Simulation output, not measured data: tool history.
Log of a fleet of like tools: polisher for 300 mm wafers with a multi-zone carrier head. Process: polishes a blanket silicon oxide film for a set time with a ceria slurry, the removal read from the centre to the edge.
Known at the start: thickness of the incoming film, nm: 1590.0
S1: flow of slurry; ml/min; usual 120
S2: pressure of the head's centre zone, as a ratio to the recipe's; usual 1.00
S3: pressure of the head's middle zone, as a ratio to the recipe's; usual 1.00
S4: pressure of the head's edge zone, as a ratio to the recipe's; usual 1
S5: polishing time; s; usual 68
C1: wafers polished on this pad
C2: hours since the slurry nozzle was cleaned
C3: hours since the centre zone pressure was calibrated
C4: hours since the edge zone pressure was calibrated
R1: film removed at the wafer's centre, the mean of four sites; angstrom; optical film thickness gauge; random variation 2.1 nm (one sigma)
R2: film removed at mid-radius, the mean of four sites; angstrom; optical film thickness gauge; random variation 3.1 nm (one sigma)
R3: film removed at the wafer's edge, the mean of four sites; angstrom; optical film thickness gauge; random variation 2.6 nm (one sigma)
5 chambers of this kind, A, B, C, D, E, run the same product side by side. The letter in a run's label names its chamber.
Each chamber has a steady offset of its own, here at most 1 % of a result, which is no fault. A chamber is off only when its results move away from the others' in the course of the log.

| run | hour | S1 | S2 | S3 | S4 | S5 | C1 | C2 | C3 | C4 | R1 | R2 | R3 |
|---|---|---|---|---|---|---|---|---|---|---|---|---|---|
| 1B | 4.3 | 120 | 1.00 | 1.00 | 1 | 68 | 1020 | 143.0 | 1236.9 | 27.4 | 2315.1 | 2288.6 | 2313.7 |
| 2C | 11.1 | 120 | 1.00 | 1.00 | 1 | 68 | 500 | 158.3 | 152.5 | 229.0 | 2332.7 | 2305.8 | 2309.9 |
| 3E | 20.0 | 120 | 1.00 | 1.00 | 1 | 68 | 592 | 67.7 | 402.1 | 243.2 | 2308.8 | 2312.5 | 2309.7 |
|  | 24.7 | chamber C: worn pad replaced by a new one |
| 4A | 26.5 | 120 | 1.00 | 1.00 | 1 | 68 | 517 | 110.7 | 58.8 | 557.1 | 2303.4 | 2339.1 | 2277.8 |
| 5D | 31.6 | 120 | 1.00 | 1.00 | 1 | 68 | 1049 | 783.1 | 446.7 | 592.3 | 2263.1 | 2244.5 | 2325.2 |
|  | 38.1 | chamber B: worn pad replaced by a new one |
| 6A | 40.4 | 120 | 1.00 | 1.00 | 1 | 68 | 659 | 124.6 | 72.7 | 571.0 | 2310.1 | 2316.8 | 2292.1 |
|  | 47.5 | chamber D: slurry nozzle cleaned |
| 7D | 47.7 | 120 | 1.00 | 1.00 | 1 | 68 | 1213 | 0.2 | 462.8 | 608.4 | 2308.0 | 2307.3 | 2298.0 |
|  | 51.8 | chamber D: worn pad replaced by a new one |
|  | 55.6 | chamber B: centre zone pressure recalibrated |
|  | 55.9 | chamber A: worn pad replaced by a new one |
| 8C | 57.0 | 120 | 1.00 | 1.00 | 1 | 68 | 329 | 204.2 | 198.4 | 274.9 | 2302.5 | 2385.6 | 2340.8 |
| 9E | 64.7 | 120 | 0.90 | 1.09 | 1 | 68 | 1048 | 112.4 | 446.8 | 287.9 | 2054.5 | 2519.0 | 2315.7 |
| 10B | 70.1 | 120 | 0.90 | 1.09 | 1 | 68 | 327 | 208.8 | 14.6 | 93.2 | 2033.9 | 2479.7 | 2278.6 |
|  | 71.0 | chamber C: slurry nozzle cleaned |
| 11A | 76.0 | 120 | 0.90 | 1.09 | 1 | 68 | 205 | 160.2 | 108.3 | 606.6 | 2026.5 | 2500.7 | 2326.9 |
| 12B | 84.0 | 120 | 0.90 | 1.09 | 1 | 68 | 469 | 222.7 | 28.5 | 107.1 | 2044.0 | 2448.4 | 2284.3 |
| 13D | 90.7 | 120 | 0.90 | 1.09 | 1 | 68 | 397 | 43.2 | 505.8 | 651.4 | 2038.5 | 2482.9 | 2287.1 |
|  | 91.0 | chamber C: worn pad replaced by a new one |
| 14C | 98.2 | 120 | 1.00 | 1.00 | 1 | 68 | 74 | 27.3 | 239.6 | 316.1 | 2325.7 | 2295.1 | 2303.9 |
| 15E | 102.6 | 120 | 1.00 | 1.00 | 1 | 68 | 1435 | 150.3 | 484.7 | 325.8 | 2218.6 | 2265.7 | 2216.3 |
| 16C | 107.0 | 120 | 1.00 | 1.00 | 1 | 68 | 164 | 36.1 | 248.4 | 324.9 | 2314.7 | 2324.1 | 2280.8 |
| 17A | 111.7 | 120 | 1.00 | 1.00 | 1 | 68 | 570 | 195.9 | 144.0 | 642.3 | 2302.0 | 2282.9 | 2269.1 |
| 18B | 120.6 | 120 | 1.00 | 1.00 | 1 | 68 | 842 | 259.3 | 65.1 | 143.7 | 2356.6 | 2294.5 | 2282.2 |
| 19E | 128.4 | 120 | 1.00 | 1.00 | 1 | 68 | 1698 | 176.1 | 510.5 | 351.6 | 2148.0 | 2189.5 | 2176.5 |
| 20D | 132.7 | 120 | 1.00 | 1.00 | 1 | 68 | 826 | 85.2 | 547.8 | 693.4 | 2264.4 | 2295.6 | 2312.4 |
|  | 136.1 | chamber A: worn pad replaced by a new one |
| 21A | 139.2 | 120 | 1.00 | 1.00 | 1 | 68 | 32 | 223.4 | 171.5 | 669.8 | 2305.0 | 2312.1 | 2352.6 |
|  | 143.9 | chamber C: worn pad replaced by a new one |
| 22C | 146.0 | 145 | 1.11 | 1.00 | 1 | 68 | 21 | 75.1 | 287.4 | 363.9 | 2742.8 | 2415.5 | 2317.1 |
| 23E | 152.6 | 145 | 1.11 | 1.00 | 1 | 68 | 1945 | 200.3 | 534.7 | 375.8 | 2481.6 | 2214.1 | 2201.4 |
| 24D | 160.1 | 145 | 1.11 | 1.00 | 1 | 68 | 1106 | 112.6 | 575.2 | 720.8 | 2679.1 | 2375.8 | 2412.6 |
|  | 162.4 | chamber D: worn pad replaced by a new one |
| 25B | 165.1 | 145 | 1.11 | 1.00 | 1 | 68 | 1296 | 303.8 | 109.6 | 188.2 | 2671.6 | 2329.6 | 2357.8 |
|  | 170.4 | chamber A: edge zone pressure recalibrated |
| 26A | 171.3 | 145 | 1.11 | 1.00 | 1 | 68 | 360 | 255.5 | 203.6 | 1.0 | 2747.6 | 2385.8 | 2377.1 |
| 27E | 176.5 | 120 | 1.00 | 1.00 | 1 | 68 | 2189 | 224.2 | 558.6 | 399.7 | 2071.4 | 2123.3 | 2059.6 |
| 28B | 182.0 | 120 | 1.00 | 1.00 | 1 | 68 | 1469 | 320.7 | 126.5 | 205.1 | 2298.9 | 2326.5 | 2271.0 |
| 29C | 188.2 | 120 | 1.00 | 1.00 | 1 | 68 | 452 | 117.3 | 329.6 | 406.1 | 2300.1 | 2354.1 | 2327.0 |
| 30D | 197.1 | 120 | 1.00 | 1.00 | 1 | 68 | 354 | 149.6 | 612.2 | 757.8 | 2299.7 | 2274.5 | 2326.6 |

All 5 chambers run these settings next. Forecast each chamber's results:
| 31A | 203.8 | 120 | 1.00 | 1.00 | 1 | 68 |  |  |  |  | ? | ? | ? |
| 31B | 203.8 | 120 | 1.00 | 1.00 | 1 | 68 |  |  |  |  | ? | ? | ? |
| 31C | 203.8 | 120 | 1.00 | 1.00 | 1 | 68 |  |  |  |  | ? | ? | ? |
| 31D | 203.8 | 120 | 1.00 | 1.00 | 1 | 68 |  |  |  |  | ? | ? | ? |
| 31E | 203.8 | 120 | 1.00 | 1.00 | 1 | 68 |  |  |  |  | ? | ? | ? |

| run | R1 | R2 | R3 |
|---|---|---|---|
| 31A | 2315.9 | 2298.4 | 2290.4 |
| 31B | 2291.2 | 2248.5 | 2275.3 |
| 31C | 2273.0 | 2353.3 | 2255.2 |
| 31D | 2304.4 | 2331.3 | 2295.0 |
| 31E | 2022.9 | 2059.5 | 2007.8 |
